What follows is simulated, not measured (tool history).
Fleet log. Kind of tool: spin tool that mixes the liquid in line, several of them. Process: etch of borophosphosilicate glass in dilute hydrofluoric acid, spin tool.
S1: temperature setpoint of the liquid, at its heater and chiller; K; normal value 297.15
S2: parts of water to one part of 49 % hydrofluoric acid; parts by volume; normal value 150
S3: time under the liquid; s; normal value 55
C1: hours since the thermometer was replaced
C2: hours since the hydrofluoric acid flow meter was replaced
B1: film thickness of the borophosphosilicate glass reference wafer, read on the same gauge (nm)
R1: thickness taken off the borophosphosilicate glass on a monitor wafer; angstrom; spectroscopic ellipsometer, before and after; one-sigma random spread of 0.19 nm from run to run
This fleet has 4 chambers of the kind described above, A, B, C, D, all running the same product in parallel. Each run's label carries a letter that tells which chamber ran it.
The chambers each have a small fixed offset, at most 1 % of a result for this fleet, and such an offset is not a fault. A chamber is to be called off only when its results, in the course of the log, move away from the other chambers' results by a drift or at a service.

Run 1A, hour 5.6: usual settings; C1 1105.0; C2 1746.7; B1 139.99. Result: R1 228.03 angstrom.
Run 2C, hour 8.7: usual settings; C1 1005.1; C2 1475.1; B1 140.01. Result: R1 232.64 angstrom.
Run 3B, hour 14.7: usual settings; C1 855.6; C2 714.7; B1 139.99. Result: R1 229.71 angstrom.
Run 4D, hour 18.2: usual settings; C1 164.4; C2 532.4; B1 139.99. Result: R1 229.65 angstrom.
Run 5B, hour 21.8: usual settings; C1 862.7; C2 721.8; B1 140.01. Result: R1 232.90 angstrom.
Run 6A, hour 25.9: usual settings; C1 1125.3; C2 1767.0; B1 140.03. Result: R1 224.97 angstrom.
Run 7C, hour 30.4: usual settings; C1 1026.8; C2 1496.8; B1 140.00. Result: R1 229.39 angstrom.
Run 8D, hour 35.2: usual settings; C1 181.4; C2 549.4; B1 140.00. Result: R1 231.35 angstrom.
Run 9A, hour 42.0: usual settings; C1 1141.4; C2 1783.1; B1 139.99. Result: R1 228.84 angstrom.
Run 10B, hour 48.6: usual settings; C1 889.5; C2 748.6; B1 140.00. Result: R1 230.35 angstrom.
Run 11D, hour 54.8: usual settings; C1 201.0; C2 569.0; B1 139.99. Result: R1 227.78 angstrom.
Run 12C, hour 60.3: usual settings; C1 1056.7; C2 1526.7; B1 140.02. Result: R1 229.71 angstrom.
Run 13B, hour 63.7: usual settings; C1 904.6; C2 763.7; B1 140.02. Result: R1 230.70 angstrom.
Run 14A, hour 69.7: usual settings but S3 25 s; C1 1169.1; C2 1810.8; B1 140.02. Result: R1 102.60 angstrom.
Run 15C, hour 76.0: usual settings but S3 25 s; C1 1072.4; C2 1542.4; B1 140.01. Result: R1 104.93 angstrom.
Run 16D, hour 81.1: usual settings but S3 25 s; C1 227.3; C2 595.3; B1 140.01. Result: R1 105.26 angstrom.
Run 17B, hour 87.9: usual settings but S3 25 s; C1 928.8; C2 787.9; B1 139.98. Result: R1 107.08 angstrom.
Run 18C, hour 91.0: usual settings; C1 1087.4; C2 1557.4; B1 140.00. Result: R1 232.97 angstrom.
Run 19A, hour 94.5: usual settings but S2 200 parts by volume; C1 1193.9; C2 1835.6; B1 140.01. Result: R1 162.69 angstrom.
Run 20D, hour 101.3: usual settings but S2 200 parts by volume; C1 247.5; C2 615.5; B1 140.01. Result: R1 168.24 angstrom.
Run 21A, hour 104.6: usual settings but S2 200 parts by volume; C1 1204.0; C2 1845.7; B1 140.01. Result: R1 160.42 angstrom.
Run 22C, hour 109.5: usual settings but S2 200 parts by volume; C1 1105.9; C2 1575.9; B1 140.02. Result: R1 163.15 angstrom.
Run 23D, hour 114.3: usual settings; C1 260.5; C2 628.5; B1 139.99. Result: R1 230.76 angstrom.
Run 24B, hour 118.1: usual settings but S3 35 s; C1 959.0; C2 818.1; B1 139.99. Result: R1 151.91 angstrom.
Run 25B, hour 122.5: usual settings but S3 35 s; C1 963.4; C2 822.5; B1 140.01. Result: R1 153.02 angstrom.
Run 26C, hour 127.4: usual settings but S3 35 s; C1 1123.8; C2 1593.8; B1 140.01. Result: R1 147.93 angstrom.
Run 27A, hour 132.3: usual settings but S3 35 s; C1 1231.7; C2 1873.4; B1 139.99. Result: R1 144.00 angstrom.
Run 28D, hour 138.0: usual settings; C1 284.2; C2 652.2; B1 139.99. Result: R1 235.80 angstrom.
Run 29D, hour 141.7: usual settings; C1 287.9; C2 655.9; B1 140.00. Result: R1 228.50 angstrom.
At hour 146.0: chamber B: thermometer replaced.
Run 30B, hour 146.2: usual settings but S2 210 parts by volume; C1 0.2; C2 846.2; B1 140.00. Result: R1 162.41 angstrom.
Run 31C, hour 151.3: usual settings but S2 210 parts by volume; C1 1147.7; C2 1617.7; B1 140.00. Result: R1 155.40 angstrom.
Run 32A, hour 157.6: usual settings but S2 210 parts by volume; C1 1257.0; C2 1898.7; B1 140.00. Result: R1 152.90 angstrom.
Run 33A, hour 163.0: usual settings but S2 210 parts by volume; C1 1262.4; C2 1904.1; B1 139.99. Result: R1 152.15 angstrom.
Run 34D, hour 169.8: usual settings; C1 316.0; C2 684.0; B1 140.01. Result: R1 230.00 angstrom.
At hour 173.7: chamber C: hydrofluoric acid flow meter replaced.
Run 35B, hour 174.2: usual settings; C1 28.2; C2 874.2; B1 140.01. Result: R1 243.88 angstrom.
Run 36C, hour 180.0: usual settings; C1 1176.4; C2 6.4; B1 140.00. Result: R1 231.78 angstrom.
Run 37C, hour 184.9: usual settings; C1 1181.3; C2 11.3; B1 140.01. Result: R1 233.96 angstrom.
Run 38D, hour 189.7: usual settings; C1 335.9; C2 703.9; B1 140.00. Result: R1 230.49 angstrom.

Decide between three cases: one chamber stands off from its peers, the gauge reading all wafers drifts, or nothing is wrong past each chamber's small offset. Where a chamber is off, say which and what most likely put it there.

Chamber B drifts away from the others.
What lies behind it: hydrofluoric acid flow above the setpoint (%) = 5.33.

Here are 4 candidates for chamber B's next run, each the usual settings with a change, their results left as question marks. Which one brings its results back in line with what the others give on the usual settings?
In line means no further than this from the other chambers' mean on the usual settings: R1 6.50 angstrom
Run 39B-1, hour 194.7: usual settings but S1 297.65 K. Result: R1 ?.
Run 39B-2, hour 194.7: usual settings but S1 295.65 K. Result: R1 ?.
Run 39B-3, hour 194.7: usual settings but S1 298.65 K. Result: R1 ?.
Run 39B-4, hour 194.7: usual settings but S1 296.65 K. Result: R1 ?.

Other chambers, usual settings, mean: R1 229.29 angstrom
  run      R1
39B-1  249.11
39B-2  230.59
39B-3  258.77
39B-4  239.72
The right change is 39B-2: it brings the chamber back within the allowed miss of the others.
